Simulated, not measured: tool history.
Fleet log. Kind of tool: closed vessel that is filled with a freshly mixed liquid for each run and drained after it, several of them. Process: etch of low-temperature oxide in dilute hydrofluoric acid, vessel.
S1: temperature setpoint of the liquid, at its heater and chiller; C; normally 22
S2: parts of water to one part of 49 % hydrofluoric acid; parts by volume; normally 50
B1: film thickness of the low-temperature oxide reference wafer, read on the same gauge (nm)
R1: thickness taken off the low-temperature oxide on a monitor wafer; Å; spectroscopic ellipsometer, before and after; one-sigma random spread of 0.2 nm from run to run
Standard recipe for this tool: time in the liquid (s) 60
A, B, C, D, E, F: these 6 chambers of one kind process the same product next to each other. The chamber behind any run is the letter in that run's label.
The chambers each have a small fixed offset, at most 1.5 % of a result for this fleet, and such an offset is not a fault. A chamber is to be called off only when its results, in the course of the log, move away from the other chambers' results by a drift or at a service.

run 1A hour=11.7 | S1=22 S2=50 time_in_the_liquid_(s)=60 | B1=149.99 | R1=297.99
run 2D hour=25.3 | S1=22 S2=50 time_in_the_liquid_(s)=60 | B1=149.98 | R1=290.15
run 3E hour=36.1 | S1=22 S2=50 time_in_the_liquid_(s)=60 | B1=150 | R1=297.33
run 4C hour=44.6 | S1=22 S2=50 time_in_the_liquid_(s)=60 | B1=149.99 | R1=291.24
run 5F hour=56.9 | S1=22 S2=50 time_in_the_liquid_(s)=60 | B1=150 | R1=295.79
run 6B hour=69.1 | S1=22 S2=50 time_in_the_liquid_(s)=50 | B1=149.99 | R1=248.5
run 7F hour=79.8 | S1=22 S2=50 time_in_the_liquid_(s)=50 | B1=150.02 | R1=245.89
run 8A hour=87.1 | S1=22 S2=50 time_in_the_liquid_(s)=50 | B1=149.97 | R1=244.04
run 9C hour=93.5 | S1=22 S2=50 time_in_the_liquid_(s)=50 | B1=150.03 | R1=242.98
run 10E hour=102.6 | S1=22 S2=50 time_in_the_liquid_(s)=50 | B1=150.02 | R1=248.75
run 11D hour=111.1 | S1=22 S2=50 time_in_the_liquid_(s)=50 | B1=150 | R1=243.08
run 12B hour=119.2 | S1=22 S2=50 time_in_the_liquid_(s)=60 | B1=149.98 | R1=293.89
run 13F hour=126.4 | S1=22 S2=50 time_in_the_liquid_(s)=60 | B1=150.02 | R1=290.63
run 14D hour=134.4 | S1=22 S2=50 time_in_the_liquid_(s)=60 | B1=149.99 | R1=292.93
run 15E hour=146.6 | S1=22 S2=50 time_in_the_liquid_(s)=60 | B1=149.97 | R1=298.5
run 16B hour=157.7 | S1=22 S2=50 time_in_the_liquid_(s)=60 | B1=150.01 | R1=296.83
run 17A hour=167.8 | S1=22 S2=50 time_in_the_liquid_(s)=60 | B1=150.02 | R1=293.41
run 18C hour=174 | S1=22 S2=50 time_in_the_liquid_(s)=60 | B1=150 | R1=296.93
run 19D hour=186.8 | S1=19.5 S2=40 time_in_the_liquid_(s)=60 | B1=150.02 | R1=333.19
run 20F hour=200.3 | S1=19.5 S2=40 time_in_the_liquid_(s)=60 | B1=149.98 | R1=329.72
run 21C hour=213.9 | S1=19.5 S2=40 time_in_the_liquid_(s)=60 | B1=150 | R1=332.5
run 22A hour=222.3 | S1=19.5 S2=40 time_in_the_liquid_(s)=60 | B1=150 | R1=334.13
run 23E hour=229.2 | S1=19.5 S2=40 time_in_the_liquid_(s)=60 | B1=150.01 | R1=336.97
run 24B hour=238.2 | S1=19.5 S2=40 time_in_the_liquid_(s)=60 | B1=149.99 | R1=328.25
run 25B hour=246 | S1=22 S2=50 time_in_the_liquid_(s)=60 | B1=149.97 | R1=290.18
run 26E hour=256.9 | S1=18.5 S2=50 time_in_the_liquid_(s)=60 | B1=150.03 | R1=253.12
-- hour=264.1 chamber C: hydrofluoric acid flow meter replaced
run 27F hour=267.3 | S1=18.5 S2=50 time_in_the_liquid_(s)=60 | B1=150.03 | R1=250.53
run 28A hour=280.5 | S1=18.5 S2=50 time_in_the_liquid_(s)=60 | B1=150 | R1=248.5
run 29C hour=288.8 | S1=18.5 S2=50 time_in_the_liquid_(s)=60 | B1=150 | R1=253.99
run 30D hour=302.4 | S1=18.5 S2=50 time_in_the_liquid_(s)=60 | B1=150 | R1=251.89
run 31F hour=310.8 | S1=18.5 S2=50 time_in_the_liquid_(s)=60 | B1=150.03 | R1=251.99
run 32A hour=317.5 | S1=22 S2=50 time_in_the_liquid_(s)=60 | B1=150 | R1=294.61
run 33C hour=329 | S1=22 S2=50 time_in_the_liquid_(s)=60 | B1=149.99 | R1=296.24
run 34D hour=338.9 | S1=24 S2=50 time_in_the_liquid_(s)=60 | B1=150.01 | R1=315.16
run 35E hour=347.7 | S1=24 S2=50 time_in_the_liquid_(s)=60 | B1=149.97 | R1=323.93
run 36B hour=356.5 | S1=24 S2=50 time_in_the_liquid_(s)=60 | B1=150.01 | R1=299.58
run 37F hour=362.8 | S1=24 S2=50 time_in_the_liquid_(s)=60 | B1=150.02 | R1=318.34
run 38B hour=373 | S1=24 S2=50 time_in_the_liquid_(s)=60 | B1=149.99 | R1=297.64
run 39D hour=380.5 | S1=24 S2=50 time_in_the_liquid_(s)=60 | B1=149.98 | R1=315.86
run 40A hour=393.1 | S1=22 S2=50 time_in_the_liquid_(s)=60 | B1=149.98 | R1=291.67
-- hour=394.9 chamber E: thermometer replaced
run 41C hour=402.6 | S1=22 S2=50 time_in_the_liquid_(s)=60 | B1=149.99 | R1=293.88
run 42E hour=414 | S1=22 S2=60 time_in_the_liquid_(s)=60 | B1=150 | R1=245.21
run 43C hour=421.7 | S1=22 S2=60 time_in_the_liquid_(s)=60 | B1=150.03 | R1=244.96

Has any chamber moved away from the others, gradually or after a service, or does the common gauge drift, or do the chambers differ only by their own small steady offsets? State the chamber and the most likely cause if one applies.

Chamber B drifts away from the others.
What lies behind it: liquid colder than its thermometer reads (K) = 2.11.
It could be hard to tell apart here from: hydrofluoric acid flow below the setpoint (%).

Here are 4 candidates for chamber B's next run, each the usual settings with a change, their results left as question marks. Which one brings its results back in line with what the others give on the usual settings?
Allowed miss from the other chambers' usual-settings mean, per result, to count as in line: R1 6.9 Å
run 44B-1 hour=431.6 | S1=23 S2=50 time_in_the_liquid_(s)=60 | R1=?
run 44B-2 hour=431.6 | S1=22 S2=50 time_in_the_liquid_(s)=65 | R1=?
run 44B-3 hour=431.6 | S1=22 S2=50 time_in_the_liquid_(s)=55 | R1=?
run 44B-4 hour=431.6 | S1=21 S2=50 time_in_the_liquid_(s)=60 | R1=?

On the usual settings, the other chambers give on average: R1 293.89 Å
run=44B-1 R1=281.07
run=44B-2 R1=291.99
run=44B-3 R1=247.07
run=44B-4 R1=258.38
With 44B-2, the chamber falls back in line with the rest.
